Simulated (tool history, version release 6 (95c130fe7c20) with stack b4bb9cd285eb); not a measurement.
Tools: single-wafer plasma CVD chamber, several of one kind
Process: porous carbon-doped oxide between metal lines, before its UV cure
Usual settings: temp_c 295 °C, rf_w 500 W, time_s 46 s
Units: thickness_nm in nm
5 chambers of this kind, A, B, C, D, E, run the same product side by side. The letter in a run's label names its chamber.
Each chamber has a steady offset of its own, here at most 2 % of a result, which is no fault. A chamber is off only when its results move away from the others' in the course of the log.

| run | hour | temp_c | rf_w | time_s | hours since the last thermocouple change | hours since the last RF generator calibration | read-back reference wafer on the same gauge, thickness_nm | thickness_nm |
|---|---|---|---|---|---|---|---|---|
| 1A | 5.3 | 295 | 500 | 46 | 651.8 | 178 | 231 | 252.25 |
| 2D | 9.2 | 295 | 500 | 46 | 2276 | 157 | 231.05 | 252.13 |
| 3E | 14.3 | 295 | 500 | 46 | 1350.6 | 1307.5 | 231.08 | 254.45 |
| 4C | 17.8 | 295 | 500 | 46 | 973.2 | 125.8 | 231.05 | 256.78 |
| 5B | 23.7 | 295 | 500 | 46 | 414.3 | 1931.8 | 231.19 | 255.33 |
| 6A | 27.9 | 295 | 500 | 46 | 674.4 | 200.6 | 231.2 | 251.87 |
| 7C | 34.2 | 295 | 500 | 46 | 989.6 | 142.2 | 231.27 | 257.14 |
| 8B | 38.2 | 295 | 500 | 46 | 428.8 | 1946.3 | 231.2 | 255.74 |
| 9D | 41.6 | 295 | 500 | 46 | 2308.4 | 189.4 | 231.31 | 252.09 |
| 10E | 47.7 | 295 | 500 | 46 | 1384 | 1340.9 | 231.36 | 254.83 |
| 11D | 52.5 | 295 | 500 | 46 | 2319.3 | 200.3 | 231.27 | 252.48 |
| 12B | 57.8 | 295 | 500 | 46 | 448.4 | 1965.9 | 231.42 | 255.7 |
| 13A | 63.9 | 295 | 500 | 46 | 710.4 | 236.6 | 231.51 | 252.82 |
| 14E | 70.1 | 295 | 500 | 46 | 1406.4 | 1363.3 | 231.54 | 255.03 |
| 15C | 74 | 308 | 500 | 39.4 | 1029.4 | 182 | 231.58 | 205.88 |
| 16C | 79.5 | 308 | 500 | 39.4 | 1034.9 | 187.5 | 231.48 | 205.73 |
| 17D | 85.7 | 308 | 500 | 39.4 | 2352.5 | 233.5 | 231.63 | 201.44 |
| 18A | 91.5 | 308 | 500 | 39.4 | 738 | 264.2 | 231.6 | 201.98 |
| 19B | 94.8 | 308 | 500 | 39.4 | 485.4 | 2002.9 | 231.7 | 204.79 |
| 20E | 100.1 | 295 | 500 | 46 | 1436.4 | 1393.3 | 231.75 | 254.61 |
| 21E | 107 | 295 | 500 | 46 | 1443.3 | 1400.2 | 231.75 | 255.31 |
| 22A | 112.4 | 295 | 500 | 46 | 758.9 | 285.1 | 231.9 | 252.87 |
| 23C | 118.4 | 295 | 500 | 46 | 1073.8 | 226.4 | 231.86 | 257.87 |
| 24B | 123.8 | 295 | 500 | 46 | 514.4 | 2031.9 | 231.93 | 256.61 |
| 25D | 130.4 | 295 | 500 | 46 | 2397.2 | 278.2 | 231.88 | 252.55 |
| 26D | 136 | 295 | 500 | 46 | 2402.8 | 283.8 | 231.94 | 252.83 |
| 27C | 140.5 | 295 | 500 | 46 | 1095.9 | 248.5 | 232.01 | 257.59 |
| 28E | 146.8 | 295 | 575 | 48.9 | 1483.1 | 1440 | 232.07 | 297.44 |
| 29A | 151.2 | 295 | 575 | 48.9 | 797.7 | 323.9 | 231.93 | 293.55 |
| 30B | 156.4 | 295 | 575 | 48.9 | 547 | 2064.5 | 232.02 | 299.59 |
| 31E | 163.1 | 295 | 575 | 48.9 | 1499.4 | 1456.3 | 232.15 | 297.12 |
| 32A | 170 | 295 | 575 | 48.9 | 816.5 | 342.7 | 232.19 | 294.62 |
| 33C | 176 | 295 | 500 | 46 | 1131.4 | 284 | 232.17 | 258.12 |
| 34B | 181.4 | 309 | 500 | 53.3 | 572 | 2089.5 | 232.16 | 274.66 |
| 35D | 184.7 | 309 | 500 | 53.3 | 2451.5 | 332.5 | 232.3 | 270.16 |
| 36B | 189.7 | 309 | 500 | 53.3 | 580.3 | 2097.8 | 232.34 | 274.75 |

What goes on in this fleet: one chamber off, a drifting gauge, or nothing beyond the chambers' own small offsets? Name the chamber and the cause, if any.

The gauge drifts, so all chambers seem to drift together. No chamber is off.
Cause: gauge reads high (%) = 0.6.
